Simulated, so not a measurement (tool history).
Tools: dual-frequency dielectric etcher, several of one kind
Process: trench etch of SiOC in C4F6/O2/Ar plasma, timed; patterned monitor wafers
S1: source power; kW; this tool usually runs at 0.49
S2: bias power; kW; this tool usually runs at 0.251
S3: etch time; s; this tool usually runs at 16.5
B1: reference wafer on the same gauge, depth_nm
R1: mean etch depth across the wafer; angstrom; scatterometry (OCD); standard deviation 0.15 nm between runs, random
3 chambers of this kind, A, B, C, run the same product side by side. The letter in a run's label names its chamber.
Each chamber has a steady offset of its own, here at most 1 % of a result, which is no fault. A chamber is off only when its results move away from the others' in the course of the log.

| run | hour | S1 | S2 | S3 | B1 | R1 |
|---|---|---|---|---|---|---|
| 1C | 5.2 | 0.49 | 0.251 | 16.5 | 41.298 | 417.24 |
| 2B | 9 | 0.49 | 0.251 | 16.5 | 41.267 | 410.4 |
| 3A | 13.2 | 0.49 | 0.251 | 16.5 | 41.254 | 413.55 |
| 4A | 16.2 | 0.49 | 0.251 | 16.5 | 41.308 | 415.37 |
| 5C | 19.2 | 0.49 | 0.251 | 16.5 | 41.3 | 419.32 |
| 6B | 24.3 | 0.49 | 0.251 | 16.5 | 41.288 | 411.59 |
| 7B | 28 | 0.49 | 0.251 | 16.5 | 41.338 | 412.02 |
| 8A | 32 | 0.49 | 0.251 | 16.5 | 41.31 | 411.95 |
| 9C | 37 | 0.54 | 0.251 | 16.5 | 41.308 | 430.75 |
| 10B | 41.7 | 0.54 | 0.251 | 16.5 | 41.318 | 424.88 |
| 11A | 46.3 | 0.54 | 0.251 | 16.5 | 41.285 | 430.62 |
| 12C | 50.9 | 0.49 | 0.251 | 16.5 | 41.3 | 413.14 |
| 13B | 55.8 | 0.49 | 0.251 | 16.5 | 41.284 | 411.01 |
| 14C | 59.2 | 0.49 | 0.251 | 16.5 | 41.299 | 410.8 |
| 15A | 64.2 | 0.49 | 0.251 | 16.5 | 41.316 | 414.05 |
| 16A | 68.3 | 0.49 | 0.191 | 12 | 41.281 | 275.57 |
| 17B | 72.4 | 0.49 | 0.191 | 12 | 41.246 | 272.95 |
| 18C | 75.5 | 0.49 | 0.191 | 12 | 41.29 | 271.1 |
| 19C | 79 | 0.49 | 0.251 | 16.5 | 41.317 | 405.17 |
| 20A | 81.7 | 0.49 | 0.251 | 16.5 | 41.293 | 416.6 |
| 21B | 84.5 | 0.49 | 0.251 | 16.5 | 41.299 | 411.52 |
| 22C | 87.1 | 0.49 | 0.251 | 16.5 | 41.309 | 408.7 |
| 23B | 92 | 0.49 | 0.191 | 16.5 | 41.293 | 374.18 |
| 24A | 97.6 | 0.49 | 0.191 | 16.5 | 41.254 | 376.7 |
| 25C | 100.7 | 0.49 | 0.191 | 16.5 | 41.305 | 370.1 |
| 26A | 105.6 | 0.49 | 0.251 | 16.5 | 41.263 | 413.85 |
| 27B | 108.8 | 0.49 | 0.251 | 16.5 | 41.297 | 412 |
| 28A | 114.3 | 0.49 | 0.295 | 11.5 | 41.243 | 306.16 |
| 29C | 118.4 | 0.49 | 0.295 | 11.5 | 41.305 | 297.15 |
| 30B | 122.5 | 0.49 | 0.295 | 11.5 | 41.28 | 301.18 |
| 31A | 127.3 | 0.49 | 0.251 | 16.5 | 41.263 | 412.86 |
| 32B | 130.8 | 0.49 | 0.251 | 16.5 | 41.298 | 408.72 |
| 33C | 136.2 | 0.49 | 0.251 | 16.5 | 41.314 | 399.38 |

Does one chamber stand apart from the rest, does the shared gauge drift, or is all well apart from small per-chamber offsets? Give the chamber and the most likely cause, where there is one.

One chamber, C, drifts off from the rest bit by bit.
Cause: etch rate under this chamber's usual, % = 4.35.

Chamber C could run next with any of the 4 candidate recipes listed below; each alters the usual settings, and their results appear as question marks. Which one brings its results back in line with what the other chambers deliver on the usual settings?
Maximum distance from the other chambers' mean on the usual settings for a result to count as in line: R1 5.4 angstrom
| 34C-1 | 140.3 | 0.58 | 0.251 | 16.5 |  | ? |
| 34C-2 | 140.3 | 0.49 | 0.251 | 17 |  | ? |
| 34C-3 | 140.3 | 0.49 | 0.248 | 15.5 |  | ? |
| 34C-4 | 140.3 | 0.49 | 0.249 | 16 |  | ? |

The other chambers' mean on the usual settings: R1 412.16 angstrom
| run | R1 |
|---|---|
| 34C-1 | 425.85 |
| 34C-2 | 410.88 |
| 34C-3 | 373.12 |
| 34C-4 | 385.67 |
34C-2 is the one that brings the chamber's results back in line with the other chambers.

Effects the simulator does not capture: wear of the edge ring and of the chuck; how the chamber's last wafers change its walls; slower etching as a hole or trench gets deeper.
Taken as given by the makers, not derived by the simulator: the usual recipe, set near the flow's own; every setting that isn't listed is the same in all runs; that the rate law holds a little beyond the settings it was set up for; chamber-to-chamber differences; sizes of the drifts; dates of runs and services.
